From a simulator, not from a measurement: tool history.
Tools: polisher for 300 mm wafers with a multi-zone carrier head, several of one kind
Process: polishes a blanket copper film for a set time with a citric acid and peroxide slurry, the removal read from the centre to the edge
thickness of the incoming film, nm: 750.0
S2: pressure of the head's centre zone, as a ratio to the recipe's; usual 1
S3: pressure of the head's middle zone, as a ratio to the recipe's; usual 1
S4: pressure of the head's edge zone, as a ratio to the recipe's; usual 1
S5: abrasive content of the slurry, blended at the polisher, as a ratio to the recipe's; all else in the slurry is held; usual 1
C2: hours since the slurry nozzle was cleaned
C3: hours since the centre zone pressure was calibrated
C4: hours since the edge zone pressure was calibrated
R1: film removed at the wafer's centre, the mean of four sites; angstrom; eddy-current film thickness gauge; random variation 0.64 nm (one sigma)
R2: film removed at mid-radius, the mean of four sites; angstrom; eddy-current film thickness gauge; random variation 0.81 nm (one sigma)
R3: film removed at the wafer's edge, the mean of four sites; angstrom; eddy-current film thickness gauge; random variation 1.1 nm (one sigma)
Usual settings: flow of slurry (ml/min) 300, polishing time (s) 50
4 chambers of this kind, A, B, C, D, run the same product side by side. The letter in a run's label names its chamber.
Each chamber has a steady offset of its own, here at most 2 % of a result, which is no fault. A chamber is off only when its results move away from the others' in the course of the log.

-- hour=0.1 chamber A: worn pad replaced by a new one
-- hour=1.8 chamber B: worn pad replaced by a new one
run 1D hour=9 | flow_of_slurry_(ml/min)=300 S2=1 S3=1 S4=1 S5=1 polishing_time_(s)=50 | wafers_polished_on_this_pad=648 C2=83.5 C3=227.9 C4=248 | R1=836.78 R2=816.83 R3=850.4
run 2A hour=20.3 | flow_of_slurry_(ml/min)=300 S2=1 S3=1 S4=1 S5=1 polishing_time_(s)=50 | wafers_polished_on_this_pad=143 C2=339 C3=182 C4=1142.6 | R1=836.23 R2=822 R3=838.4
run 3B hour=30.9 | flow_of_slurry_(ml/min)=300 S2=1 S3=1 S4=1 S5=1 polishing_time_(s)=50 | wafers_polished_on_this_pad=207 C2=89.9 C3=67.9 C4=463 | R1=830.48 R2=835.42 R3=820.67
-- hour=34.6 chamber A: edge zone pressure recalibrated
run 4C hour=38.4 | flow_of_slurry_(ml/min)=300 S2=1 S3=1 S4=1 S5=1 polishing_time_(s)=50 | wafers_polished_on_this_pad=1097 C2=179.6 C3=597.9 C4=132.1 | R1=824.98 R2=827.41 R3=852.82
run 5A hour=48 | flow_of_slurry_(ml/min)=300 S2=1 S3=1 S4=1 S5=1 polishing_time_(s)=50 | wafers_polished_on_this_pad=340 C2=366.7 C3=209.7 C4=13.4 | R1=836.3 R2=832.57 R3=821.45
run 6D hour=56 | flow_of_slurry_(ml/min)=300 S2=1 S3=1 S4=1 S5=1 polishing_time_(s)=50 | wafers_polished_on_this_pad=981 C2=130.5 C3=274.9 C4=295 | R1=822.68 R2=812.71 R3=839.41
-- hour=60 chamber C: worn pad replaced by a new one
run 7C hour=66.5 | flow_of_slurry_(ml/min)=300 S2=1 S3=1 S4=1 S5=1 polishing_time_(s)=50 | wafers_polished_on_this_pad=46 C2=207.7 C3=626 C4=160.2 | R1=821.43 R2=814.07 R3=825.11
run 8B hour=74.4 | flow_of_slurry_(ml/min)=300 S2=1 S3=1 S4=1 S5=1 polishing_time_(s)=50 | wafers_polished_on_this_pad=515 C2=133.4 C3=111.4 C4=506.5 | R1=825.74 R2=839.86 R3=823.43
-- hour=77.9 chamber C: centre zone pressure recalibrated
run 9A hour=81.5 | flow_of_slurry_(ml/min)=300 S2=1 S3=1 S4=1 S5=1 polishing_time_(s)=50 | wafers_polished_on_this_pad=578 C2=400.2 C3=243.2 C4=46.9 | R1=835.88 R2=824.24 R3=825.75
-- hour=86.2 chamber D: worn pad replaced by a new one
run 10C hour=94.6 | flow_of_slurry_(ml/min)=300 S2=1 S3=1 S4=1 S5=1 polishing_time_(s)=50 | wafers_polished_on_this_pad=246 C2=235.8 C3=16.8 C4=188.3 | R1=829.19 R2=804.23 R3=828.18
run 11D hour=106.8 | flow_of_slurry_(ml/min)=300 S2=1 S3=1 S4=1 S5=1 polishing_time_(s)=50 | wafers_polished_on_this_pad=146 C2=181.3 C3=325.7 C4=345.8 | R1=816.4 R2=815.26 R3=824.43
run 12B hour=119.1 | flow_of_slurry_(ml/min)=300 S2=1 S3=1 S4=1.1 S5=1 polishing_time_(s)=35 | wafers_polished_on_this_pad=833 C2=178.1 C3=156.1 C4=551.2 | R1=570.62 R2=588.16 R3=610.5
-- hour=124.7 chamber D: edge zone pressure recalibrated
run 13A hour=131.5 | flow_of_slurry_(ml/min)=300 S2=1 S3=1 S4=1.1 S5=1 polishing_time_(s)=35 | wafers_polished_on_this_pad=932 C2=450.2 C3=293.2 C4=96.9 | R1=580.3 R2=590.58 R3=614.65
run 14B hour=143.5 | flow_of_slurry_(ml/min)=300 S2=1 S3=1 S4=1.1 S5=1 polishing_time_(s)=35 | wafers_polished_on_this_pad=1006 C2=202.5 C3=180.5 C4=575.6 | R1=578.58 R2=584.63 R3=591.51
run 15C hour=156.4 | flow_of_slurry_(ml/min)=300 S2=1 S3=1 S4=1.1 S5=1 polishing_time_(s)=35 | wafers_polished_on_this_pad=684 C2=297.6 C3=78.6 C4=250.1 | R1=583.72 R2=568.8 R3=614.17
run 16D hour=168.8 | flow_of_slurry_(ml/min)=300 S2=1 S3=1 S4=1 S5=1 polishing_time_(s)=50 | wafers_polished_on_this_pad=586 C2=243.3 C3=387.7 C4=44.2 | R1=820.46 R2=817.27 R3=845.29
run 17A hour=177.5 | flow_of_slurry_(ml/min)=300 S2=1 S3=1 S4=1 S5=1 polishing_time_(s)=50 | wafers_polished_on_this_pad=1259 C2=496.2 C3=339.2 C4=142.9 | R1=836.69 R2=829.5 R3=824.38
run 18B hour=189.5 | flow_of_slurry_(ml/min)=300 S2=1 S3=1 S4=1 S5=1 polishing_time_(s)=50 | wafers_polished_on_this_pad=1332 C2=248.5 C3=226.5 C4=621.6 | R1=827.96 R2=829.72 R3=832.21
-- hour=196.7 chamber A: worn pad replaced by a new one
-- hour=202.3 chamber B: worn pad replaced by a new one
run 19C hour=203.2 | flow_of_slurry_(ml/min)=300 S2=1 S3=1 S4=1 S5=1 polishing_time_(s)=50 | wafers_polished_on_this_pad=1016 C2=344.4 C3=125.4 C4=296.9 | R1=826.32 R2=824.06 R3=836.05
run 20D hour=216.9 | flow_of_slurry_(ml/min)=300 S2=1 S3=1 S4=1 S5=1 polishing_time_(s)=50 | wafers_polished_on_this_pad=928 C2=291.4 C3=435.8 C4=92.3 | R1=802.35 R2=822.49 R3=836.72
run 21D hour=226.2 | flow_of_slurry_(ml/min)=300 S2=1 S3=1 S4=1 S5=1 polishing_time_(s)=50 | wafers_polished_on_this_pad=994 C2=300.7 C3=445.1 C4=101.6 | R1=806.85 R2=833.01 R3=839.55
-- hour=230.4 chamber C: slurry nozzle cleaned
run 22A hour=239.5 | flow_of_slurry_(ml/min)=300 S2=1 S3=1 S4=1 S5=1 polishing_time_(s)=50 | wafers_polished_on_this_pad=304 C2=558.2 C3=401.2 C4=204.9 | R1=834.49 R2=839.47 R3=846.6
run 23C hour=252.8 | flow_of_slurry_(ml/min)=300 S2=1 S3=1 S4=1 S5=1 polishing_time_(s)=50 | wafers_polished_on_this_pad=1368 C2=22.4 C3=175 C4=346.5 | R1=839.58 R2=827.76 R3=837.53
run 24B hour=262.2 | flow_of_slurry_(ml/min)=300 S2=0.92 S3=1 S4=1 S5=1 polishing_time_(s)=60 | wafers_polished_on_this_pad=425 C2=321.2 C3=299.2 C4=694.3 | R1=900.92 R2=993.47 R3=984.25
-- hour=266.5 chamber B: edge zone pressure recalibrated
run 25B hour=272.1 | flow_of_slurry_(ml/min)=300 S2=0.92 S3=1 S4=1 S5=1 polishing_time_(s)=60 | wafers_polished_on_this_pad=495 C2=331.1 C3=309.1 C4=5.6 | R1=898.77 R2=983.56 R3=1000.5
-- hour=275.2 chamber D: worn pad replaced by a new one
run 26C hour=281.6 | flow_of_slurry_(ml/min)=300 S2=0.92 S3=1 S4=1 S5=1 polishing_time_(s)=60 | wafers_polished_on_this_pad=1573 C2=51.2 C3=203.8 C4=375.3 | R1=915.14 R2=972.03 R3=1004.7
-- hour=287.4 chamber C: worn pad replaced by a new one
run 27D hour=294.6 | flow_of_slurry_(ml/min)=300 S2=0.92 S3=1 S4=1 S5=1 polishing_time_(s)=60 | wafers_polished_on_this_pad=137 C2=369.1 C3=513.5 C4=170 | R1=853.8 R2=984.78 R3=1014.6
-- hour=295.3 chamber A: slurry nozzle cleaned
run 28A hour=302.9 | flow_of_slurry_(ml/min)=300 S2=1 S3=1 S4=1 S5=1 polishing_time_(s)=50 | wafers_polished_on_this_pad=754 C2=7.6 C3=464.6 C4=268.3 | R1=828.78 R2=827.82 R3=826.45
-- hour=308.6 chamber B: centre zone pressure recalibrated
run 29B hour=310.7 | flow_of_slurry_(ml/min)=300 S2=1 S3=1 S4=1 S5=1 polishing_time_(s)=50 | wafers_polished_on_this_pad=769 C2=369.7 C3=2.2 C4=44.2 | R1=818.25 R2=837.05 R3=837.9
run 30C hour=320.2 | flow_of_slurry_(ml/min)=300 S2=1 S3=1 S4=1 S5=1 polishing_time_(s)=50 | wafers_polished_on_this_pad=232 C2=89.8 C3=242.4 C4=413.9 | R1=824.77 R2=823.59 R3=820.7
run 31D hour=329.2 | flow_of_slurry_(ml/min)=300 S2=1 S3=1 S4=1 S5=1 polishing_time_(s)=50 | wafers_polished_on_this_pad=383 C2=403.7 C3=548.1 C4=204.6 | R1=770.61 R2=814.35 R3=849.68
run 32A hour=336.6 | flow_of_slurry_(ml/min)=300 S2=1 S3=1 S4=1 S5=1 polishing_time_(s)=50 | wafers_polished_on_this_pad=993 C2=41.3 C3=498.3 C4=302 | R1=825.85 R2=823.14 R3=824.28
run 33C hour=347.1 | flow_of_slurry_(ml/min)=300 S2=1 S3=1 S4=1 S5=1 polishing_time_(s)=50 | wafers_polished_on_this_pad=423 C2=116.7 C3=269.3 C4=440.8 | R1=830.66 R2=818.21 R3=840.14
-- hour=351.9 chamber A: worn pad replaced by a new one
run 34B hour=358.4 | flow_of_slurry_(ml/min)=300 S2=1 S3=1 S4=1 S5=1 polishing_time_(s)=50 | wafers_polished_on_this_pad=1108 C2=417.4 C3=49.9 C4=91.9 | R1=828.83 R2=818.83 R3=827.86
-- hour=361.7 chamber D: slurry nozzle cleaned
run 35A hour=371.6 | flow_of_slurry_(ml/min)=300 S2=1 S3=1 S4=1 S5=1 polishing_time_(s)=50 | wafers_polished_on_this_pad=140 C2=76.3 C3=533.3 C4=337 | R1=835.6 R2=842.42 R3=833.41
-- hour=373.5 chamber B: worn pad replaced by a new one
-- hour=378.7 chamber A: centre zone pressure recalibrated
run 36D hour=384.6 | flow_of_slurry_(ml/min)=300 S2=1 S3=1 S4=1 S5=1 polishing_time_(s)=50 | wafers_polished_on_this_pad=776 C2=23 C3=603.5 C4=260 | R1=779.06 R2=820.95 R3=842.54
run 37D hour=397.2 | flow_of_slurry_(ml/min)=300 S2=1 S3=1 S4=1 S5=1 polishing_time_(s)=50 | wafers_polished_on_this_pad=865 C2=35.6 C3=616.1 C4=272.6 | R1=779.97 R2=826.7 R3=835.38
run 38B hour=408.6 | flow_of_slurry_(ml/min)=300 S2=1 S3=1.11 S4=1 S5=1 polishing_time_(s)=50 | wafers_polished_on_this_pad=249 C2=467.6 C3=100.1 C4=142.1 | R1=824.15 R2=903.78 R3=825.81
run 39C hour=419.9 | flow_of_slurry_(ml/min)=300 S2=1 S3=1.11 S4=1 S5=1 polishing_time_(s)=50 | wafers_polished_on_this_pad=940 C2=189.5 C3=342.1 C4=513.6 | R1=822.27 R2=893.93 R3=835.96
run 40A hour=429.2 | flow_of_slurry_(ml/min)=300 S2=1 S3=1.11 S4=1 S5=1 polishing_time_(s)=50 | wafers_polished_on_this_pad=549 C2=133.9 C3=50.6 C4=394.6 | R1=825.29 R2=894.09 R3=834.88

Next, every chamber runs the same settings. What will each give?
run 41A hour=439.1 | flow_of_slurry_(ml/min)=300 S2=1 S3=1 S4=0.96 S5=1 polishing_time_(s)=50 | R1=? R2=? R3=?
run 41B hour=439.1 | flow_of_slurry_(ml/min)=300 S2=1 S3=1 S4=0.96 S5=1 polishing_time_(s)=50 | R1=? R2=? R3=?
run 41C hour=439.1 | flow_of_slurry_(ml/min)=300 S2=1 S3=1 S4=0.96 S5=1 polishing_time_(s)=50 | R1=? R2=? R3=?
run 41D hour=439.1 | flow_of_slurry_(ml/min)=300 S2=1 S3=1 S4=0.96 S5=1 polishing_time_(s)=50 | R1=? R2=? R3=?

run=41A R1=835.27 R2=818.3 R3=812.62
run=41B R1=825.28 R2=827.75 R3=825.56
run=41C R1=827.35 R2=812.69 R3=814.83
run=41D R1=763.2 R2=821.43 R3=821.51

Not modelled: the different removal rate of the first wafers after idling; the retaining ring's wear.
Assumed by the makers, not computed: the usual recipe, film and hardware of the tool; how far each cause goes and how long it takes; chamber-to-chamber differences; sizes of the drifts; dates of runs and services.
